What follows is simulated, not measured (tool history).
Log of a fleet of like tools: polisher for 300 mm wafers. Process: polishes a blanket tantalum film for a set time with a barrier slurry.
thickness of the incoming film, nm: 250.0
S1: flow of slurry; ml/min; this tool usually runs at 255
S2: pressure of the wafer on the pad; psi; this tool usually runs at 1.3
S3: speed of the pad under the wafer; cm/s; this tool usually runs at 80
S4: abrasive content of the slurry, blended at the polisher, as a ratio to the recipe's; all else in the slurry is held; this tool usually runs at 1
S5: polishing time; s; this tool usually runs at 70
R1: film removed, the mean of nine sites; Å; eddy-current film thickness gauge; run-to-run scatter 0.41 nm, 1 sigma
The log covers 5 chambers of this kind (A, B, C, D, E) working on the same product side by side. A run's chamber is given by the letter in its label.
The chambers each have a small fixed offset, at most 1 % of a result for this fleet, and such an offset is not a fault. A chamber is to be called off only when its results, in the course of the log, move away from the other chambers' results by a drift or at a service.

run	hour	S1	S2	S3	S4	S5	R1
1D	6.8	255	1.3	80	1	70	511.61
# hour 7.9: chamber C: worn pad replaced by a new one
# hour 12: chamber D: worn pad replaced by a new one
# hour 13.1: chamber B: slurry blender recalibrated
2E	15.2	255	1.3	80	1	70	508.59
3A	24.6	255	1.3	80	1	70	511.38
# hour 29.4: chamber E: worn pad replaced by a new one
4C	30.9	255	1.3	80	1	70	508.67
# hour 38.9: chamber D: head pressure recalibrated
# hour 39.4: chamber A: slurry nozzle cleaned
5B	41.9	255	1.3	80	1	70	521.64
6A	50.1	255	1.3	80	1	82	596.37
# hour 50.9: chamber C: slurry nozzle cleaned
# hour 52.9: chamber A: worn pad replaced by a new one
7D	58.4	255	1.3	80	1	82	593.14
# hour 61.3: chamber B: worn pad replaced by a new one
8B	65	255	1.3	80	1	82	593.17
9E	74.6	255	1.3	80	1	82	594.08
# hour 77.1: chamber C: slurry blender recalibrated
# hour 77.8: chamber D: worn pad replaced by a new one
10C	83.7	255	1.3	80	1	82	590.72
# hour 88.9: chamber B: head pressure recalibrated
11D	95.7	255	1.3	80	1	70	504.06
12A	102.2	255	1.3	80	1	70	509.41
13C	112.8	255	1.3	80	1	70	514.46
# hour 115.3: chamber A: worn pad replaced by a new one
14E	120.7	255	1.3	80	1	70	511.08
# hour 122.2: chamber C: head pressure recalibrated
# hour 123.4: chamber C: worn pad replaced by a new one
15B	127.8	255	1.3	80	1	70	503.03
# hour 131.9: chamber E: worn pad replaced by a new one
# hour 132.3: chamber B: worn pad replaced by a new one
16C	138.4	255	1.3	80	1	70	508.77
17B	147.3	255	1.3	80	1	70	516.1
18D	158.3	255	1.3	80	1	70	501
# hour 158.4: chamber D: worn pad replaced by a new one
# hour 160.6: chamber D: slurry nozzle cleaned
19A	164.8	255	1.3	80	1	70	513.66
# hour 171.3: chamber E: head pressure recalibrated
20E	171.9	255	1.3	80	1	70	502.16
# hour 179.4: chamber B: slurry nozzle cleaned
21E	182.9	255	1.3	80	1	70	498.33
# hour 187.3: chamber A: slurry blender recalibrated
# hour 188.1: chamber A: worn pad replaced by a new one
22A	189.3	255	1.3	80	1	70	517.02
# hour 194.1: chamber B: worn pad replaced by a new one
23C	196	255	1.3	56	1	70	357.34
24D	205.6	255	1.3	56	1	70	356.59
25B	212.3	255	1.3	56	1	70	357.58
26B	219.6	255	1.3	56	1	70	353.38
27A	227.6	255	1.3	56	1	70	356.83
# hour 230.9: chamber E: worn pad replaced by a new one
# hour 241.1: chamber D: worn pad replaced by a new one
28D	241.3	255	1.6	80	1	70	620.49
# hour 246.7: chamber C: worn pad replaced by a new one
29C	248.9	255	1.6	80	1	70	626.76
# hour 254: chamber B: slurry blender recalibrated
# hour 258.7: chamber A: worn pad replaced by a new one
30E	261.5	255	1.6	80	1	70	617.09
# hour 266.6: chamber B: worn pad replaced by a new one
31C	272.7	255	1.6	80	1	70	624.46
# hour 281.7: chamber D: slurry blender recalibrated
32E	285.8	255	1.6	80	1	70	623.57
33A	296.3	255	1.3	80	1	70	505.4
34D	306.3	255	1.3	80	1	70	508.68
35B	315.3	255	1.3	80	1	70	505.97
# hour 317.7: chamber A: worn pad replaced by a new one
36A	324	255	1.3	80	1	70	512.3
# hour 334.9: chamber B: worn pad replaced by a new one
37E	335.3	255	1.3	80	1	70	497.41
38B	345.4	255	1.3	80	1	70	515.34

What goes on in this fleet: one chamber off, a drifting gauge, or nothing beyond the chambers' own small offsets? Name the chamber and the cause, if any.

Beyond each chamber's small constant offset nothing stands out, and the gauge stays steady.
